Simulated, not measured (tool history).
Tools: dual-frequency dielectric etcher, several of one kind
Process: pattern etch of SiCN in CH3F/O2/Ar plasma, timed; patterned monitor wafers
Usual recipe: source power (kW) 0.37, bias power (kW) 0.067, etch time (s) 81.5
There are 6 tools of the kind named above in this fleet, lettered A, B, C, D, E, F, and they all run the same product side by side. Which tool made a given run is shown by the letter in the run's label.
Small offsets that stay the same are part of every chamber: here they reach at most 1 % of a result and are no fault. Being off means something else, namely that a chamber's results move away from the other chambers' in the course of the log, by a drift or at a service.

run,hour,source power (kW),bias power (kW),etch time (s),"read-back reference wafer on the same gauge, depth_nm",mean etch depth across the wafer (angstrom)
# hour 2.4: chamber D: wet clean of the chamber
1F,12.3,0.37,0.067,81.5,33.993,286.83
2D,18.5,0.37,0.067,81.5,34.007,288.65
3A,28.6,0.37,0.067,81.5,33.979,289.16
4B,36.4,0.37,0.067,81.5,33.989,287.37
5E,47,0.37,0.067,81.5,33.971,291.35
6C,53.9,0.37,0.067,81.5,33.974,289.66
7F,64.6,0.37,0.067,81.5,33.972,287.39
8C,76.6,0.37,0.067,81.5,33.978,289.81
9D,86.4,0.37,0.067,81.5,33.968,287.93
10A,97,0.37,0.067,103.5,33.966,366.62
11E,108.9,0.37,0.067,103.5,33.961,369.51
# hour 110.4: chamber C: wet clean of the chamber
12B,118.6,0.37,0.067,103.5,33.94,363.4
13C,128.6,0.37,0.067,103.5,33.941,367.46
14A,139.3,0.37,0.067,103.5,33.943,367.42
# hour 151.3: chamber E: wet clean of the chamber
15B,152,0.37,0.067,103.5,33.935,364.92
16D,163.8,0.37,0.067,81.5,33.934,287.87
17E,170.7,0.37,0.067,81.5,33.922,290.01
# hour 171: chamber B: wet clean of the chamber
18F,181.6,0.34,0.067,90.5,33.927,308.35
19A,190.7,0.34,0.067,90.5,33.918,310.83
20B,196.8,0.34,0.067,90.5,33.916,307.49
21D,208.1,0.34,0.067,90.5,33.92,309.87
22E,215.1,0.34,0.067,90.5,33.912,312.1
23C,224.2,0.34,0.067,90.5,33.9,310.87
24F,230.1,0.37,0.067,81.5,33.909,286.84
25B,237.1,0.37,0.067,81.5,33.902,286.94
26D,242.8,0.37,0.067,81.5,33.899,287.69
27E,251.8,0.37,0.067,81.5,33.894,290.26
28C,260.1,0.37,0.067,81.5,33.902,288.77
29F,270.6,0.37,0.067,81.5,33.891,285.92
30A,279.9,0.37,0.067,81.5,33.876,287.86
31E,291.2,0.32,0.067,103,33.881,346.98
32D,299.6,0.32,0.067,103,33.869,343.53
33F,311.8,0.32,0.067,103,33.871,342.29
34A,318.4,0.32,0.067,103,33.863,344.9
35C,327.6,0.32,0.067,103,33.866,346.07
36B,338.8,0.32,0.067,103,33.857,341.76
37E,349.3,0.29,0.061,81.5,33.858,255.85

What goes on in this fleet: one chamber off, a drifting gauge, or nothing beyond the chambers' own small offsets? Name the chamber and the cause, if any.

None of the chambers is off. What moves is the gauge, dragging all their readings along together.
Most likely cause: gauge reads low (%) = 0.435.
